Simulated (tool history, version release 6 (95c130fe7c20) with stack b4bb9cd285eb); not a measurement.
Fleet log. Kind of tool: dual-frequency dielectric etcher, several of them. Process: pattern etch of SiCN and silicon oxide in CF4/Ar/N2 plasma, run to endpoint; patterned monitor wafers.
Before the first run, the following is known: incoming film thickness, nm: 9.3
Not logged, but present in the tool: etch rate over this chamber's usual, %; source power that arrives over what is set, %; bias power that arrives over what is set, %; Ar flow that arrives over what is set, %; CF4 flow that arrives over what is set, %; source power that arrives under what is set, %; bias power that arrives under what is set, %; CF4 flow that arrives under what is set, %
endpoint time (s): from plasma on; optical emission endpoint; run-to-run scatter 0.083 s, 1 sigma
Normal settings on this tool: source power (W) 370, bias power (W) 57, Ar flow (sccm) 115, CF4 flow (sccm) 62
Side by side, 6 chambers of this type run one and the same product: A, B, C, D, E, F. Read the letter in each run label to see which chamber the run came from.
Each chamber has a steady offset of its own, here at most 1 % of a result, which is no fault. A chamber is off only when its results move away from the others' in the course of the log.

| run | hour | source power (W) | bias power (W) | Ar flow (sccm) | CF4 flow (sccm) | hours since the last wet clean | hours since the last source power generator calibration | hours since the last bias power generator calibration | hours since the last Ar flow controller change | hours since the last CF4 flow controller change | endpoint time (s) |
|---|---|---|---|---|---|---|---|---|---|---|---|
| 1D | 7 | 370 | 57 | 115 | 62 | 143.4 | 53.7 | 1484.5 | 212.1 | 4763.9 | 14.646 |
| 2A | 21.1 | 370 | 57 | 115 | 62 | 354.2 | 1140.9 | 813.8 | 3980 | 3615.7 | 14.402 |
|  | 27.7 | chamber A: wet clean of the chamber |
| 3F | 28.3 | 370 | 57 | 115 | 62 | 274.2 | 1598.7 | 903.4 | 4005 | 4482.3 | 14.622 |
| 4B | 43.5 | 370 | 57 | 115 | 62 | 601 | 1401.2 | 687.7 | 3035.2 | 585.2 | 14.441 |
| 5E | 52.3 | 340 | 57 | 115 | 62 | 94.2 | 1590.8 | 1331.5 | 3866 | 3556.9 | 15.554 |
| 6C | 63.2 | 340 | 57 | 115 | 62 | 256.7 | 719.1 | 1047.6 | 1844.3 | 1822.1 | 15.507 |
|  | 67.7 | chamber B: wet clean of the chamber |
| 7F | 78.2 | 340 | 57 | 115 | 62 | 324.1 | 1648.6 | 953.3 | 4054.9 | 4532.2 | 15.756 |
| 8C | 86 | 340 | 57 | 115 | 62 | 279.5 | 741.9 | 1070.4 | 1867.1 | 1844.9 | 15.471 |
| 9B | 97.2 | 340 | 57 | 115 | 62 | 29.5 | 1454.9 | 741.4 | 3088.9 | 638.9 | 15.774 |
| 10E | 108.7 | 340 | 57 | 115 | 62 | 150.6 | 1647.2 | 1387.9 | 3922.4 | 3613.3 | 15.656 |
| 11A | 123.4 | 370 | 57 | 115 | 62 | 95.8 | 1243.2 | 916.1 | 4082.3 | 3718 | 14.32 |
| 12D | 132.7 | 370 | 57 | 115 | 62 | 269.1 | 179.4 | 1610.2 | 337.8 | 4889.6 | 14.56 |
| 13D | 140.1 | 370 | 57 | 115 | 62 | 276.5 | 186.8 | 1617.6 | 345.2 | 4897 | 14.315 |
| 14F | 151.1 | 370 | 57 | 115 | 62 | 397 | 1721.5 | 1026.2 | 4127.8 | 4605.1 | 14.633 |
| 15B | 165.9 | 370 | 57 | 115 | 62 | 98.2 | 1523.6 | 810.1 | 3157.6 | 707.6 | 14.48 |
|  | 169.8 | chamber F: wet clean of the chamber |
| 16C | 174.4 | 370 | 57 | 115 | 62 | 367.9 | 830.3 | 1158.8 | 1955.5 | 1933.3 | 14.443 |
| 17A | 186.9 | 370 | 57 | 115 | 62 | 159.3 | 1306.7 | 979.6 | 4145.8 | 3781.5 | 14.469 |
| 18E | 198.5 | 370 | 57 | 115 | 62 | 240.4 | 1737 | 1477.7 | 4012.2 | 3703.1 | 14.55 |
| 19D | 207.8 | 370 | 57 | 115 | 62 | 344.2 | 254.5 | 1685.3 | 412.9 | 4964.7 | 14.552 |
| 20F | 220 | 370 | 57 | 115 | 62 | 50.2 | 1790.4 | 1095.1 | 4196.7 | 4674 | 14.401 |
| 21A | 231.6 | 370 | 57 | 115 | 62 | 204 | 1351.4 | 1024.3 | 4190.5 | 3826.2 | 14.448 |
| 22B | 243.9 | 370 | 57 | 115 | 62 | 176.2 | 1601.6 | 888.1 | 3235.6 | 785.6 | 14.439 |
| 23C | 257.2 | 370 | 57 | 115 | 62 | 450.7 | 913.1 | 1241.6 | 2038.3 | 2016.1 | 14.519 |
|  | 265 | chamber E: wet clean of the chamber |
| 24E | 269.3 | 370 | 57 | 115 | 62 | 4.4 | 1807.8 | 1548.5 | 4083 | 3773.9 | 13.883 |
| 25E | 278.7 | 370 | 57 | 115 | 62 | 13.8 | 1817.2 | 1557.9 | 4092.4 | 3783.3 | 13.836 |
| 26F | 294.3 | 370 | 57 | 115 | 62 | 124.5 | 1864.7 | 1169.4 | 4271 | 4748.3 | 14.541 |
| 27D | 302 | 370 | 57 | 115 | 62 | 438.4 | 348.7 | 1779.5 | 507.1 | 5058.9 | 14.371 |
| 28C | 309.4 | 370 | 57 | 115 | 62 | 502.9 | 965.3 | 1293.8 | 2090.5 | 2068.3 | 14.521 |
| 29A | 319.6 | 370 | 57 | 115 | 62 | 292 | 1439.4 | 1112.3 | 4278.5 | 3914.2 | 14.506 |
| 30B | 332.5 | 370 | 57 | 115 | 62 | 264.8 | 1690.2 | 976.7 | 3324.2 | 874.2 | 14.554 |
| 31A | 341 | 370 | 57 | 139 | 62 | 313.4 | 1460.8 | 1133.7 | 4299.9 | 3935.6 | 14.737 |
| 32B | 353.7 | 370 | 57 | 139 | 62 | 286 | 1711.4 | 997.9 | 3345.4 | 895.4 | 14.823 |
|  | 363.9 | chamber E: bias power generator calibrated |
| 33F | 368.7 | 370 | 57 | 139 | 62 | 198.9 | 1939.1 | 1243.8 | 4345.4 | 4822.7 | 15.151 |
|  | 374.8 | chamber C: wet clean of the chamber |
| 34D | 382.6 | 370 | 57 | 139 | 62 | 519 | 429.3 | 1860.1 | 587.7 | 5139.5 | 15.079 |
|  | 385.9 | chamber E: source power generator calibrated |
| 35E | 397.4 | 370 | 57 | 139 | 62 | 132.5 | 11.6 | 33.5 | 4211.1 | 3902 | 14.314 |
| 36C | 409.7 | 370 | 57 | 139 | 62 | 35 | 1065.6 | 1394.1 | 2190.8 | 2168.6 | 14.892 |
| 37A | 422.2 | 370 | 57 | 115 | 62 | 394.6 | 1542 | 1214.9 | 4381.1 | 4016.8 | 14.51 |
| 38E | 438.2 | 370 | 57 | 115 | 62 | 173.3 | 52.4 | 74.3 | 4251.9 | 3942.8 | 13.986 |

Predict what each chamber gives when all 6 of them run the settings below next.
| 39A | 449.7 | 370 | 57 | 115 | 62 |  |  |  |  |  | ? |
| 39B | 449.7 | 370 | 57 | 115 | 62 |  |  |  |  |  | ? |
| 39C | 449.7 | 370 | 57 | 115 | 62 |  |  |  |  |  | ? |
| 39D | 449.7 | 370 | 57 | 115 | 62 |  |  |  |  |  | ? |
| 39E | 449.7 | 370 | 57 | 115 | 62 |  |  |  |  |  | ? |
| 39F | 449.7 | 370 | 57 | 115 | 62 |  |  |  |  |  | ? |

| run | endpoint time (s) |
|---|---|
| 39A | 14.24 |
| 39B | 14.442 |
| 39C | 14.516 |
| 39D | 14.516 |
| 39E | 13.899 |
| 39F | 14.803 |

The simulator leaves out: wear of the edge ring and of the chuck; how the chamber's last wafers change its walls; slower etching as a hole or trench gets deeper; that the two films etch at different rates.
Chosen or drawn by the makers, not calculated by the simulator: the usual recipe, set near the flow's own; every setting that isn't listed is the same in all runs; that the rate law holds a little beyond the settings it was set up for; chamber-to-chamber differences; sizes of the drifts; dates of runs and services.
